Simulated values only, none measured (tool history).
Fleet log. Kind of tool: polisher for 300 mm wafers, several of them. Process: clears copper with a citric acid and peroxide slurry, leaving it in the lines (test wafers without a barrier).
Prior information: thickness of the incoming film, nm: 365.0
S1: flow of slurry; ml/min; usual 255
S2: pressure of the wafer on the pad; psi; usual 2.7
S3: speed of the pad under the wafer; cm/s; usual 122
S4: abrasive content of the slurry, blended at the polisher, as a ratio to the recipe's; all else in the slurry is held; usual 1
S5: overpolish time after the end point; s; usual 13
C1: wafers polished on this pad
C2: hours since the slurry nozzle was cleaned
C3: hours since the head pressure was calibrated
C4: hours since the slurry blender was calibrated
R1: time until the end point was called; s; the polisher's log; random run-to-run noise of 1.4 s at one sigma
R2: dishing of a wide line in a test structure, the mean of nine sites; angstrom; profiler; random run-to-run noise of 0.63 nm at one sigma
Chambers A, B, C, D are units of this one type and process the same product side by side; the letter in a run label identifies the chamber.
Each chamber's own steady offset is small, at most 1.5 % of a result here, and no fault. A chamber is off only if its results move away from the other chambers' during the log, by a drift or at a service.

run 1B hour=4.6 | S1=255 S2=2.7 S3=122 S4=1 S5=13 | C1=374 C2=360.9 C3=58.2 C4=83.4 | R1=126.62 R2=269.67
run 2C hour=11.7 | S1=255 S2=2.7 S3=122 S4=1 S5=13 | C1=659 C2=208.9 C3=140.2 C4=244.5 | R1=122.42 R2=257.44
-- hour=16.8 chamber D: worn pad replaced by a new one
run 3D hour=18.1 | S1=255 S2=2.7 S3=122 S4=1 S5=13 | C1=5 C2=180.4 C3=216.7 C4=191.9 | R1=124.72 R2=262.63
run 4A hour=22.7 | S1=255 S2=2.7 S3=122 S4=1 S5=13 | C1=507 C2=521.7 C3=495.6 C4=47 | R1=122.52 R2=255.72
run 5B hour=29.7 | S1=255 S2=2.7 S3=122 S4=1 S5=13 | C1=484 C2=386 C3=83.3 C4=108.5 | R1=126.1 R2=268.71
run 6D hour=33.6 | S1=255 S2=2.7 S3=122 S4=1 S5=13 | C1=73 C2=195.9 C3=232.2 C4=207.4 | R1=125.32 R2=255.96
run 7C hour=40.3 | S1=255 S2=2.7 S3=122 S4=1 S5=13 | C1=784 C2=237.5 C3=168.8 C4=273.1 | R1=122.46 R2=263.27
run 8A hour=46.9 | S1=255 S2=2.7 S3=122 S4=1 S5=13 | C1=613 C2=545.9 C3=519.8 C4=71.2 | R1=125.92 R2=256.44
run 9D hour=51.7 | S1=255 S2=2.7 S3=122 S4=1 S5=16 | C1=153 C2=214 C3=250.3 C4=225.5 | R1=124.15 R2=299.54
run 10A hour=57.5 | S1=255 S2=2.7 S3=122 S4=1 S5=16 | C1=660 C2=556.5 C3=530.4 C4=81.8 | R1=124.72 R2=319
run 11C hour=63.8 | S1=255 S2=2.7 S3=122 S4=1 S5=16 | C1=887 C2=261 C3=192.3 C4=296.6 | R1=122.88 R2=305.92
run 12B hour=67.6 | S1=255 S2=2.7 S3=122 S4=1 S5=16 | C1=650 C2=423.9 C3=121.2 C4=146.4 | R1=129.65 R2=303.29
run 13C hour=74.8 | S1=255 S2=2.7 S3=122 S4=1 S5=13 | C1=935 C2=272 C3=203.3 C4=307.6 | R1=119.61 R2=260.63
run 14D hour=79.4 | S1=255 S2=2.7 S3=122 S4=1 S5=13 | C1=274 C2=241.7 C3=278 C4=253.2 | R1=123.35 R2=263.78
run 15B hour=83.6 | S1=255 S2=2.7 S3=122 S4=1 S5=13 | C1=720 C2=439.9 C3=137.2 C4=162.4 | R1=132.74 R2=256.22
run 16A hour=90.2 | S1=255 S2=2.7 S3=122 S4=1 S5=13 | C1=803 C2=589.2 C3=563.1 C4=114.5 | R1=124.45 R2=264.79
run 17D hour=93.3 | S1=255 S2=2.7 S3=122 S4=1 S5=13 | C1=335 C2=255.6 C3=291.9 C4=267.1 | R1=124 R2=264.28
run 18B hour=98.2 | S1=255 S2=2.7 S3=122 S4=1 S5=9 | C1=784 C2=454.5 C3=151.8 C4=177 | R1=126.38 R2=187.14
run 19C hour=105.1 | S1=255 S2=2.7 S3=122 S4=1 S5=9 | C1=1068 C2=302.3 C3=233.6 C4=337.9 | R1=120.95 R2=196.32
run 20A hour=112.4 | S1=255 S2=2.7 S3=122 S4=1 S5=9 | C1=900 C2=611.4 C3=585.3 C4=136.7 | R1=124.55 R2=200.45
run 21A hour=116.9 | S1=255 S2=2.7 S3=122 S4=1 S5=9 | C1=920 C2=615.9 C3=589.8 C4=141.2 | R1=125.66 R2=192.05
run 22C hour=121.5 | S1=255 S2=2.7 S3=122 S4=1 S5=13 | C1=1140 C2=318.7 C3=250 C4=354.3 | R1=123.89 R2=252.14
run 23D hour=125.5 | S1=255 S2=2.7 S3=122 S4=1 S5=13 | C1=476 C2=287.8 C3=324.1 C4=299.3 | R1=124.8 R2=267.13
-- hour=126.3 chamber D: slurry blender recalibrated
run 24B hour=129 | S1=255 S2=2.7 S3=122 S4=1 S5=13 | C1=919 C2=485.3 C3=182.6 C4=207.8 | R1=131.06 R2=254.97
run 25D hour=135.6 | S1=215 S2=2.7 S3=122 S4=0.85 S5=13 | C1=520 C2=297.9 C3=334.2 C4=9.4 | R1=132.87 R2=248.49
-- hour=136.9 chamber C: worn pad replaced by a new one
run 26C hour=140.9 | S1=215 S2=2.7 S3=122 S4=0.85 S5=13 | C1=17 C2=338.1 C3=269.4 C4=373.7 | R1=129.13 R2=260
run 27B hour=145.7 | S1=215 S2=2.7 S3=122 S4=0.85 S5=13 | C1=992 C2=502 C3=199.3 C4=224.5 | R1=143.38 R2=241.8
run 28A hour=151.1 | S1=215 S2=2.7 S3=122 S4=0.85 S5=13 | C1=1070 C2=650.1 C3=624 C4=175.4 | R1=133.65 R2=244.42
run 29A hour=154.4 | S1=255 S2=2.7 S3=122 S4=1 S5=13 | C1=1084 C2=653.4 C3=627.3 C4=178.7 | R1=124.81 R2=263.42
run 30D hour=158.5 | S1=255 S2=2.7 S3=122 S4=1 S5=13 | C1=620 C2=320.8 C3=357.1 C4=32.3 | R1=122.92 R2=258.48
-- hour=160.4 chamber D: slurry nozzle cleaned
run 31C hour=163.8 | S1=255 S2=2.7 S3=122 S4=1 S5=13 | C1=117 C2=361 C3=292.3 C4=396.6 | R1=123.11 R2=264.32
run 32B hour=169.2 | S1=255 S2=2.7 S3=122 S4=1 S5=13 | C1=1095 C2=525.5 C3=222.8 C4=248 | R1=136.45 R2=247.26
run 33A hour=174.3 | S1=255 S2=2.7 S3=122 S4=1 S5=13 | C1=1171 C2=673.3 C3=647.2 C4=198.6 | R1=123.63 R2=266.28
run 34D hour=179.6 | S1=255 S2=2.7 S3=122 S4=1 S5=13 | C1=713 C2=19.3 C3=378.2 C4=53.4 | R1=125.24 R2=259.38
run 35C hour=186 | S1=255 S2=2.4 S3=122 S4=1.25 S5=13 | C1=215 C2=383.2 C3=314.5 C4=418.8 | R1=130.22 R2=247.49
run 36B hour=190.6 | S1=255 S2=2.4 S3=122 S4=1.25 S5=13 | C1=1189 C2=546.9 C3=244.2 C4=269.4 | R1=149.73 R2=228.25
run 37C hour=194.9 | S1=255 S2=2.4 S3=122 S4=1.25 S5=13 | C1=254 C2=392.1 C3=323.4 C4=427.7 | R1=129.23 R2=251

Read the log: is a single chamber off, either drifting away or since a service, is the gauge that measures every chamber drifting, or is nothing wrong beyond small per-chamber offsets? Name any odd chamber and what most likely caused it.

It is chamber B that slowly wanders off from its peers.
Cause: removal rate lost through wear of the pad, % = 9.95.
With only this log, it may be confused with: head's pressure below its setpoint, %; abrasive missing from the slurry, %.

Here are 4 candidates for chamber B's next run, each the usual settings with a change, their results left as question marks. Which one brings its results back in line with what the others give on the usual settings?
Allowed miss from the other chambers' usual-settings mean, per result, to count as in line: R1 4.8 s; R2 22 angstrom
run 38B-1 hour=200.1 | S1=250 S2=2.4 S3=108 S4=1 S5=13 | R1=? R2=?
run 38B-2 hour=200.1 | S1=260 S2=3 S3=138 S4=1 S5=13 | R1=? R2=?
run 38B-3 hour=200.1 | S1=255 S2=2.6 S3=114 S4=1 S5=13 | R1=? R2=?
run 38B-4 hour=200.1 | S1=255 S2=2.9 S3=130 S4=1 S5=13 | R1=? R2=?

On the usual settings, the other chambers give on average: R1 123.73 s; R2 264.31 angstrom
run=38B-1 R1=176 R2=193.97
run=38B-2 R1=110.59 R2=293.41
run=38B-3 R1=153.95 R2=219.11
run=38B-4 R1=121.52 R2=270.38
The answer is 38B-4, which returns the chamber to within the allowed miss of the others.

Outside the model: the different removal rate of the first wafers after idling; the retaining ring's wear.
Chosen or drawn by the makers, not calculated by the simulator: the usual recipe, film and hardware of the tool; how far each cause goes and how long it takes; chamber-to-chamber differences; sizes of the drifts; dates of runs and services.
